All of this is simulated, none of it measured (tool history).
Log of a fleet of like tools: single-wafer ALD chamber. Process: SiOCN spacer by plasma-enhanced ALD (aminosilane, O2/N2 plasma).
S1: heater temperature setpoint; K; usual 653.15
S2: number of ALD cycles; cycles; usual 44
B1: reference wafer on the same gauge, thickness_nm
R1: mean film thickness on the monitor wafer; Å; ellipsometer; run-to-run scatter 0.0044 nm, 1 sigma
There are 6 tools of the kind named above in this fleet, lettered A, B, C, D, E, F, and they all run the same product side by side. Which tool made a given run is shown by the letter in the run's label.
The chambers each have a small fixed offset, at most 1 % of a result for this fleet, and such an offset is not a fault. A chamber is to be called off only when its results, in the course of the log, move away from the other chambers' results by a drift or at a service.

run 1B hour=13.9 | S1=653.15 S2=44 | B1=2.9104 | R1=26.514
run 2D hour=28.5 | S1=653.15 S2=44 | B1=2.9113 | R1=26.699
run 3C hour=38.4 | S1=653.15 S2=44 | B1=2.9113 | R1=26.575
run 4F hour=46.9 | S1=653.15 S2=44 | B1=2.911 | R1=26.778
run 5A hour=56.8 | S1=653.15 S2=44 | B1=2.9113 | R1=26.695
run 6E hour=65.9 | S1=653.15 S2=44 | B1=2.9133 | R1=26.4
run 7D hour=80.1 | S1=653.15 S2=44 | B1=2.9129 | R1=26.695
run 8A hour=95.3 | S1=653.15 S2=44 | B1=2.9131 | R1=26.699
run 9E hour=110 | S1=643.15 S2=41 | B1=2.915 | R1=24.679
run 10C hour=123.1 | S1=643.15 S2=41 | B1=2.9137 | R1=24.822
run 11F hour=136.2 | S1=643.15 S2=41 | B1=2.9151 | R1=24.925
run 12B hour=145.5 | S1=643.15 S2=41 | B1=2.916 | R1=24.76
run 13C hour=157.6 | S1=643.15 S2=41 | B1=2.9178 | R1=24.789
run 14B hour=166 | S1=643.15 S2=41 | B1=2.9154 | R1=24.771
run 15F hour=180.8 | S1=653.15 S2=44 | B1=2.9161 | R1=26.76
run 16A hour=191.4 | S1=653.15 S2=44 | B1=2.917 | R1=26.779
run 17D hour=201.7 | S1=653.15 S2=44 | B1=2.9171 | R1=26.778
run 18E hour=215.8 | S1=646.15 S2=41 | B1=2.9178 | R1=24.661
run 19E hour=231.5 | S1=646.15 S2=41 | B1=2.9183 | R1=24.669
run 20D hour=246 | S1=646.15 S2=41 | B1=2.9189 | R1=24.899
run 21C hour=259.7 | S1=646.15 S2=41 | B1=2.9186 | R1=24.864
run 22B hour=270.8 | S1=646.15 S2=41 | B1=2.9197 | R1=24.814
run 23A hour=285.7 | S1=646.15 S2=41 | B1=2.9206 | R1=25.115
run 24F hour=301.9 | S1=653.15 S2=44 | B1=2.9207 | R1=26.789
run 25F hour=312.5 | S1=648.15 S2=48 | B1=2.9217 | R1=29.224
run 26B hour=325.3 | S1=648.15 S2=48 | B1=2.9215 | R1=29.123
run 27C hour=335.3 | S1=648.15 S2=48 | B1=2.9218 | R1=29.065
run 28E hour=349 | S1=648.15 S2=48 | B1=2.9222 | R1=28.938
run 29A hour=365.1 | S1=648.15 S2=48 | B1=2.9225 | R1=29.235
run 30D hour=373.4 | S1=648.15 S2=48 | B1=2.9242 | R1=29.279
-- hour=383 chamber D: thermocouple changed; heater temperature recalibrated
run 31C hour=388.3 | S1=653.15 S2=44 | B1=2.9242 | R1=26.726
-- hour=392.7 chamber A: thermocouple changed; heater temperature recalibrated
run 32A hour=397.4 | S1=653.15 S2=44 | B1=2.9259 | R1=26.834
run 33E hour=410.1 | S1=653.15 S2=44 | B1=2.9253 | R1=26.564
run 34B hour=420 | S1=653.15 S2=44 | B1=2.9264 | R1=26.702
run 35D hour=429.7 | S1=653.15 S2=48 | B1=2.9254 | R1=29.28
run 36F hour=437.4 | S1=653.15 S2=48 | B1=2.9258 | R1=29.342
run 37E hour=449 | S1=653.15 S2=48 | B1=2.9258 | R1=28.97
run 38C hour=459.3 | S1=653.15 S2=48 | B1=2.9271 | R1=29.142
run 39D hour=470.3 | S1=653.15 S2=48 | B1=2.9269 | R1=29.185
run 40B hour=484.2 | S1=653.15 S2=48 | B1=2.9275 | R1=29.113
run 41F hour=498.8 | S1=666.15 S2=49 | B1=2.929 | R1=29.915
run 42A hour=513.7 | S1=666.15 S2=49 | B1=2.9305 | R1=29.853
run 43A hour=523.1 | S1=666.15 S2=49 | B1=2.9302 | R1=30.022

All chambers now run identical settings, listed one chamber a line with results as question marks. What results will each chamber show?
run 44A hour=535 | S1=653.15 S2=44 | R1=?
run 44B hour=535 | S1=653.15 S2=44 | R1=?
run 44C hour=535 | S1=653.15 S2=44 | R1=?
run 44D hour=535 | S1=653.15 S2=44 | R1=?
run 44E hour=535 | S1=653.15 S2=44 | R1=?
run 44F hour=535 | S1=653.15 S2=44 | R1=?

run=44A R1=26.801
run=44B R1=26.667
run=44C R1=26.799
run=44D R1=26.784
run=44E R1=26.502
run=44F R1=26.848
